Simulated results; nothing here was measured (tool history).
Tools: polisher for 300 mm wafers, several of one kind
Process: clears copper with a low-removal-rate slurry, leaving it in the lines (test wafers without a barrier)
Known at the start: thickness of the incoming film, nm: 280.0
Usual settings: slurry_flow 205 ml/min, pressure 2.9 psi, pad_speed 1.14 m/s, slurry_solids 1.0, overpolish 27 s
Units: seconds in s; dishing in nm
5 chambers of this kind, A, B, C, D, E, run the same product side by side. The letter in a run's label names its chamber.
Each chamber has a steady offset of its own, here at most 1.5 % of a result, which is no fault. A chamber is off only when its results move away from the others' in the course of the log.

{"run": "1A", "hour": 5.0, "slurry_flow": 205, "pressure": 2.9, "pad_speed": 1.14, "slurry_solids": 1.0, "overpolish": 27, "seconds": 91.433, "dishing": 54.581}
{"run": "2B", "hour": 11.5, "slurry_flow": 205, "pressure": 2.9, "pad_speed": 1.14, "slurry_solids": 1.0, "overpolish": 27, "seconds": 90.584, "dishing": 54.813}
{"hour": 18.4, "done": "chamber A: worn pad replaced by a new one"}
{"run": "3E", "hour": 18.7, "slurry_flow": 205, "pressure": 2.9, "pad_speed": 1.14, "slurry_solids": 1.0, "overpolish": 27, "seconds": 92.248, "dishing": 56.128}
{"run": "4C", "hour": 23.5, "slurry_flow": 205, "pressure": 2.9, "pad_speed": 1.14, "slurry_solids": 1.0, "overpolish": 27, "seconds": 88.221, "dishing": 55.299}
{"run": "5D", "hour": 29.4, "slurry_flow": 205, "pressure": 2.9, "pad_speed": 1.14, "slurry_solids": 1.0, "overpolish": 27, "seconds": 88.504, "dishing": 54.494}
{"run": "6B", "hour": 34.6, "slurry_flow": 205, "pressure": 2.9, "pad_speed": 1.14, "slurry_solids": 1.0, "overpolish": 27, "seconds": 87.901, "dishing": 57.229}
{"run": "7D", "hour": 40.9, "slurry_flow": 205, "pressure": 2.9, "pad_speed": 1.14, "slurry_solids": 1.0, "overpolish": 27, "seconds": 89.813, "dishing": 56.196}
{"hour": 41.4, "done": "chamber E: worn pad replaced by a new one"}
{"run": "8E", "hour": 45.1, "slurry_flow": 205, "pressure": 2.9, "pad_speed": 1.14, "slurry_solids": 1.0, "overpolish": 27, "seconds": 90.549, "dishing": 52.386}
{"run": "9A", "hour": 50.3, "slurry_flow": 205, "pressure": 2.9, "pad_speed": 1.14, "slurry_solids": 1.0, "overpolish": 27, "seconds": 91.137, "dishing": 54.526}
{"run": "10C", "hour": 58.4, "slurry_flow": 205, "pressure": 2.9, "pad_speed": 1.14, "slurry_solids": 1.0, "overpolish": 27, "seconds": 90.215, "dishing": 57.7}
{"run": "11E", "hour": 64.8, "slurry_flow": 205, "pressure": 2.9, "pad_speed": 1.14, "slurry_solids": 1.0, "overpolish": 27, "seconds": 90.245, "dishing": 54.677}
{"run": "12C", "hour": 72.4, "slurry_flow": 205, "pressure": 2.9, "pad_speed": 1.14, "slurry_solids": 1.0, "overpolish": 27, "seconds": 91.31, "dishing": 54.802}
{"run": "13D", "hour": 77.3, "slurry_flow": 205, "pressure": 2.9, "pad_speed": 1.14, "slurry_solids": 1.0, "overpolish": 27, "seconds": 92.124, "dishing": 54.34}
{"hour": 82.5, "done": "chamber C: slurry nozzle cleaned"}
{"run": "14A", "hour": 83.4, "slurry_flow": 205, "pressure": 2.9, "pad_speed": 1.48, "slurry_solids": 1.0, "overpolish": 33, "seconds": 70.181, "dishing": 78.655}
{"hour": 87.3, "done": "chamber A: head pressure recalibrated"}
{"run": "15B", "hour": 88.8, "slurry_flow": 205, "pressure": 2.9, "pad_speed": 1.48, "slurry_solids": 1.0, "overpolish": 33, "seconds": 70.604, "dishing": 79.081}
{"run": "16A", "hour": 93.0, "slurry_flow": 205, "pressure": 2.9, "pad_speed": 1.48, "slurry_solids": 1.0, "overpolish": 33, "seconds": 69.285, "dishing": 81.032}
{"run": "17B", "hour": 97.3, "slurry_flow": 205, "pressure": 2.9, "pad_speed": 1.48, "slurry_solids": 1.0, "overpolish": 33, "seconds": 70.52, "dishing": 77.406}
{"run": "18C", "hour": 105.2, "slurry_flow": 205, "pressure": 2.9, "pad_speed": 1.48, "slurry_solids": 1.0, "overpolish": 33, "seconds": 69.551, "dishing": 80.619}
{"run": "19E", "hour": 109.8, "slurry_flow": 205, "pressure": 2.9, "pad_speed": 1.14, "slurry_solids": 1.0, "overpolish": 27, "seconds": 90.916, "dishing": 53.956}
{"run": "20D", "hour": 113.6, "slurry_flow": 205, "pressure": 2.3, "pad_speed": 1.14, "slurry_solids": 1.1, "overpolish": 27, "seconds": 114.29, "dishing": 45.699}
{"hour": 115.3, "done": "chamber B: slurry blender recalibrated"}
{"run": "21B", "hour": 117.4, "slurry_flow": 205, "pressure": 2.3, "pad_speed": 1.14, "slurry_solids": 1.1, "overpolish": 27, "seconds": 110.55, "dishing": 45.977}
{"run": "22C", "hour": 124.1, "slurry_flow": 205, "pressure": 2.3, "pad_speed": 1.14, "slurry_solids": 1.1, "overpolish": 27, "seconds": 111.84, "dishing": 44.561}
{"run": "23D", "hour": 129.1, "slurry_flow": 205, "pressure": 2.3, "pad_speed": 1.14, "slurry_solids": 1.1, "overpolish": 27, "seconds": 116.98, "dishing": 44.595}
{"run": "24A", "hour": 133.7, "slurry_flow": 205, "pressure": 2.3, "pad_speed": 1.14, "slurry_solids": 1.1, "overpolish": 27, "seconds": 111.35, "dishing": 46.496}
{"run": "25E", "hour": 140.5, "slurry_flow": 205, "pressure": 2.9, "pad_speed": 1.14, "slurry_solids": 1.0, "overpolish": 27, "seconds": 92.192, "dishing": 54.359}
{"hour": 144.2, "done": "chamber C: slurry blender recalibrated"}
{"run": "26B", "hour": 147.4, "slurry_flow": 205, "pressure": 2.9, "pad_speed": 1.14, "slurry_solids": 1.0, "overpolish": 27, "seconds": 90.352, "dishing": 53.398}
{"run": "27E", "hour": 152.8, "slurry_flow": 205, "pressure": 2.9, "pad_speed": 1.14, "slurry_solids": 1.0, "overpolish": 27, "seconds": 89.395, "dishing": 54.536}
{"run": "28D", "hour": 157.0, "slurry_flow": 205, "pressure": 2.9, "pad_speed": 1.14, "slurry_solids": 1.0, "overpolish": 27, "seconds": 93.322, "dishing": 54.79}
{"run": "29C", "hour": 161.8, "slurry_flow": 205, "pressure": 2.9, "pad_speed": 1.14, "slurry_solids": 1.0, "overpolish": 27, "seconds": 91.731, "dishing": 53.62}
{"hour": 165.7, "done": "chamber E: slurry blender recalibrated"}
{"run": "30A", "hour": 166.3, "slurry_flow": 205, "pressure": 2.9, "pad_speed": 1.14, "slurry_solids": 1.0, "overpolish": 27, "seconds": 91.105, "dishing": 54.103}
{"hour": 169.3, "done": "chamber C: worn pad replaced by a new one"}
{"run": "31A", "hour": 172.8, "slurry_flow": 205, "pressure": 2.9, "pad_speed": 1.14, "slurry_solids": 1.0, "overpolish": 27, "seconds": 91.434, "dishing": 57.003}
{"hour": 176.8, "done": "chamber D: slurry nozzle cleaned"}
{"run": "32B", "hour": 177.7, "slurry_flow": 205, "pressure": 2.9, "pad_speed": 1.14, "slurry_solids": 1.0, "overpolish": 27, "seconds": 91.034, "dishing": 53.985}
{"hour": 182.5, "done": "chamber D: worn pad replaced by a new one"}
{"run": "33D", "hour": 185.6, "slurry_flow": 205, "pressure": 2.9, "pad_speed": 1.14, "slurry_solids": 1.0, "overpolish": 27, "seconds": 95.05, "dishing": 53.895}
{"hour": 186.0, "done": "chamber A: slurry blender recalibrated"}
{"run": "34E", "hour": 189.2, "slurry_flow": 205, "pressure": 2.9, "pad_speed": 1.14, "slurry_solids": 1.0, "overpolish": 27, "seconds": 92.502, "dishing": 57.703}
{"run": "35C", "hour": 196.4, "slurry_flow": 205, "pressure": 2.9, "pad_speed": 1.14, "slurry_solids": 1.0, "overpolish": 27, "seconds": 88.46, "dishing": 56.983}
{"run": "36E", "hour": 203.2, "slurry_flow": 205, "pressure": 2.9, "pad_speed": 1.14, "slurry_solids": 1.0, "overpolish": 27, "seconds": 89.651, "dishing": 55.352}
{"hour": 206.2, "done": "chamber B: worn pad replaced by a new one"}
{"run": "37D", "hour": 209.5, "slurry_flow": 205, "pressure": 2.9, "pad_speed": 1.14, "slurry_solids": 1.0, "overpolish": 27, "seconds": 96.795, "dishing": 51.584}
{"run": "38A", "hour": 213.7, "slurry_flow": 205, "pressure": 2.9, "pad_speed": 1.14, "slurry_solids": 1.0, "overpolish": 27, "seconds": 91.391, "dishing": 54.802}
{"run": "39C", "hour": 220.2, "slurry_flow": 205, "pressure": 2.9, "pad_speed": 1.14, "slurry_solids": 1.0, "overpolish": 27, "seconds": 91.954, "dishing": 56.808}
{"run": "40B", "hour": 224.4, "slurry_flow": 205, "pressure": 2.9, "pad_speed": 1.14, "slurry_solids": 1.0, "overpolish": 27, "seconds": 91.226, "dishing": 54.423}
{"run": "41C", "hour": 231.3, "slurry_flow": 205, "pressure": 2.9, "pad_speed": 1.14, "slurry_solids": 1.0, "overpolish": 27, "seconds": 92.384, "dishing": 55.203}

Next, every chamber runs the same settings. What will each give?
{"run": "42A", "hour": 237.4, "slurry_flow": 205, "pressure": 2.9, "pad_speed": 1.14, "slurry_solids": 1.0, "overpolish": 35, "seconds": "?", "dishing": "?"}
{"run": "42B", "hour": 237.4, "slurry_flow": 205, "pressure": 2.9, "pad_speed": 1.14, "slurry_solids": 1.0, "overpolish": 35, "seconds": "?", "dishing": "?"}
{"run": "42C", "hour": 237.4, "slurry_flow": 205, "pressure": 2.9, "pad_speed": 1.14, "slurry_solids": 1.0, "overpolish": 35, "seconds": "?", "dishing": "?"}
{"run": "42D", "hour": 237.4, "slurry_flow": 205, "pressure": 2.9, "pad_speed": 1.14, "slurry_solids": 1.0, "overpolish": 35, "seconds": "?", "dishing": "?"}
{"run": "42E", "hour": 237.4, "slurry_flow": 205, "pressure": 2.9, "pad_speed": 1.14, "slurry_solids": 1.0, "overpolish": 35, "seconds": "?", "dishing": "?"}

run=42A seconds=92.463 dishing=66.671
run=42B seconds=90.836 dishing=66.974
run=42C seconds=88.689 dishing=67.785
run=42D seconds=97.951 dishing=65.413
run=42E seconds=92.375 dishing=68.964
